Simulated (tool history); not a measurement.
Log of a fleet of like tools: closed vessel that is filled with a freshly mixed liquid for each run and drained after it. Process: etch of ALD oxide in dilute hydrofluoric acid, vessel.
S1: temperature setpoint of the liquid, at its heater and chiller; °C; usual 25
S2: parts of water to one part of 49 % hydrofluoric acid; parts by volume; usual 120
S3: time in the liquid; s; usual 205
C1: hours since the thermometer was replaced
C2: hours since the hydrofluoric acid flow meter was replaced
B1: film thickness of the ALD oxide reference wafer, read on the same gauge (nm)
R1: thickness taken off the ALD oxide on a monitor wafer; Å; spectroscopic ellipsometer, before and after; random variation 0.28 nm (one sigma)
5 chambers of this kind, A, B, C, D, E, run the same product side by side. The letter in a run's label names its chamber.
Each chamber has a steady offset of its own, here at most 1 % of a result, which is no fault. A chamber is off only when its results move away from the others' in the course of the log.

run 1B hour=14.7 | S1=25 S2=120 S3=205 | C1=534.8 C2=664.9 | B1=40.009 | R1=486.40
run 2C hour=28.3 | S1=25 S2=120 S3=205 | C1=545.1 C2=364.1 | B1=39.981 | R1=484.77
run 3D hour=39.5 | S1=25 S2=120 S3=205 | C1=441.6 C2=1158.7 | B1=39.995 | R1=474.19
run 4E hour=50.7 | S1=25 S2=120 S3=205 | C1=722.1 C2=493.2 | B1=39.977 | R1=485.46
run 5A hour=65.9 | S1=25 S2=120 S3=305 | C1=812.3 C2=977.3 | B1=39.985 | R1=720.52
run 6E hour=73.8 | S1=25 S2=120 S3=305 | C1=745.2 C2=516.3 | B1=39.998 | R1=719.12
run 7A hour=88.1 | S1=25 S2=120 S3=305 | C1=834.5 C2=999.5 | B1=40.013 | R1=719.35
run 8B hour=99.7 | S1=25 S2=120 S3=305 | C1=619.8 C2=749.9 | B1=40.001 | R1=714.87
run 9C hour=106.6 | S1=25 S2=120 S3=305 | C1=623.4 C2=442.4 | B1=40.001 | R1=726.78
run 10D hour=117.5 | S1=25 S2=120 S3=205 | C1=519.6 C2=1236.7 | B1=39.989 | R1=489.36
run 11E hour=127.3 | S1=25 S2=120 S3=205 | C1=798.7 C2=569.8 | B1=40.003 | R1=485.63
run 12B hour=140.8 | S1=25 S2=120 S3=205 | C1=660.9 C2=791.0 | B1=40.014 | R1=482.83
run 13A hour=147.6 | S1=25 S2=120 S3=205 | C1=894.0 C2=1059.0 | B1=40.004 | R1=481.35
run 14D hour=162.0 | S1=25 S2=120 S3=205 | C1=564.1 C2=1281.2 | B1=39.991 | R1=492.62
run 15C hour=175.0 | S1=25 S2=95 S3=100 | C1=691.8 C2=510.8 | B1=40.018 | R1=308.00
run 16E hour=188.8 | S1=25 S2=95 S3=100 | C1=860.2 C2=631.3 | B1=40.003 | R1=306.87
run 17D hour=197.5 | S1=25 S2=95 S3=100 | C1=599.6 C2=1316.7 | B1=39.992 | R1=311.56
run 18C hour=204.3 | S1=25 S2=95 S3=100 | C1=721.1 C2=540.1 | B1=40.018 | R1=304.77
run 19B hour=214.8 | S1=25 S2=95 S3=100 | C1=734.9 C2=865.0 | B1=40.018 | R1=309.37
run 20A hour=225.8 | S1=25 S2=120 S3=205 | C1=972.2 C2=1137.2 | B1=40.017 | R1=487.35
run 21C hour=233.9 | S1=25 S2=120 S3=205 | C1=750.7 C2=569.7 | B1=39.992 | R1=483.71
run 22E hour=248.9 | S1=25 S2=120 S3=205 | C1=920.3 C2=691.4 | B1=40.002 | R1=483.22
run 23A hour=264.5 | S1=25 S2=120 S3=205 | C1=1010.9 C2=1175.9 | B1=40.018 | R1=488.70
run 24B hour=276.0 | S1=25 S2=120 S3=205 | C1=796.1 C2=926.2 | B1=40.002 | R1=482.38
run 25D hour=285.6 | S1=25 S2=120 S3=205 | C1=687.7 C2=1404.8 | B1=40.002 | R1=502.07
run 26A hour=292.8 | S1=25 S2=120 S3=205 | C1=1039.2 C2=1204.2 | B1=40.006 | R1=486.43
run 27E hour=303.1 | S1=25 S2=120 S3=205 | C1=974.5 C2=745.6 | B1=40.017 | R1=482.36
run 28B hour=312.8 | S1=25 S2=120 S3=205 | C1=832.9 C2=963.0 | B1=40.000 | R1=484.79
run 29D hour=322.3 | S1=25 S2=120 S3=205 | C1=724.4 C2=1441.5 | B1=39.989 | R1=503.25
run 30C hour=337.7 | S1=25 S2=70 S3=155 | C1=854.5 C2=673.5 | B1=40.004 | R1=661.08
run 31B hour=352.2 | S1=25 S2=70 S3=155 | C1=872.3 C2=1002.4 | B1=39.998 | R1=680.99
run 32D hour=365.2 | S1=25 S2=70 S3=155 | C1=767.3 C2=1484.4 | B1=39.997 | R1=689.66
run 33C hour=373.1 | S1=25 S2=70 S3=155 | C1=889.9 C2=708.9 | B1=40.022 | R1=657.29

What goes on in this fleet: one chamber off, a drifting gauge, or nothing beyond the chambers' own small offsets? Name the chamber and the cause, if any.

Chamber D drifts away from the others.
Cause: hydrofluoric acid flow above the setpoint (%) = 5.51.
The log may not tell that from: liquid hotter than its thermometer reads (K).

Here are 4 candidates for chamber D's next run, each the usual settings with a change, their results left as question marks. Which one brings its results back in line with what the others give on the usual settings?
In line means no further than this from the other chambers' mean on the usual settings: R1 9.70 Å
run 34D-1 hour=384.3 | S1=25 S2=120 S3=225 | R1=?
run 34D-2 hour=384.3 | S1=25 S2=130 S3=205 | R1=?
run 34D-3 hour=384.3 | S1=25 S2=120 S3=195 | R1=?
run 34D-4 hour=384.3 | S1=25 S2=120 S3=215 | R1=?

The other chambers' mean on the usual settings: R1 483.10 Å
run=34D-1 R1=557.21
run=34D-2 R1=463.53
run=34D-3 R1=482.92
run=34D-4 R1=532.45
34D-3 brings the chamber back in line.
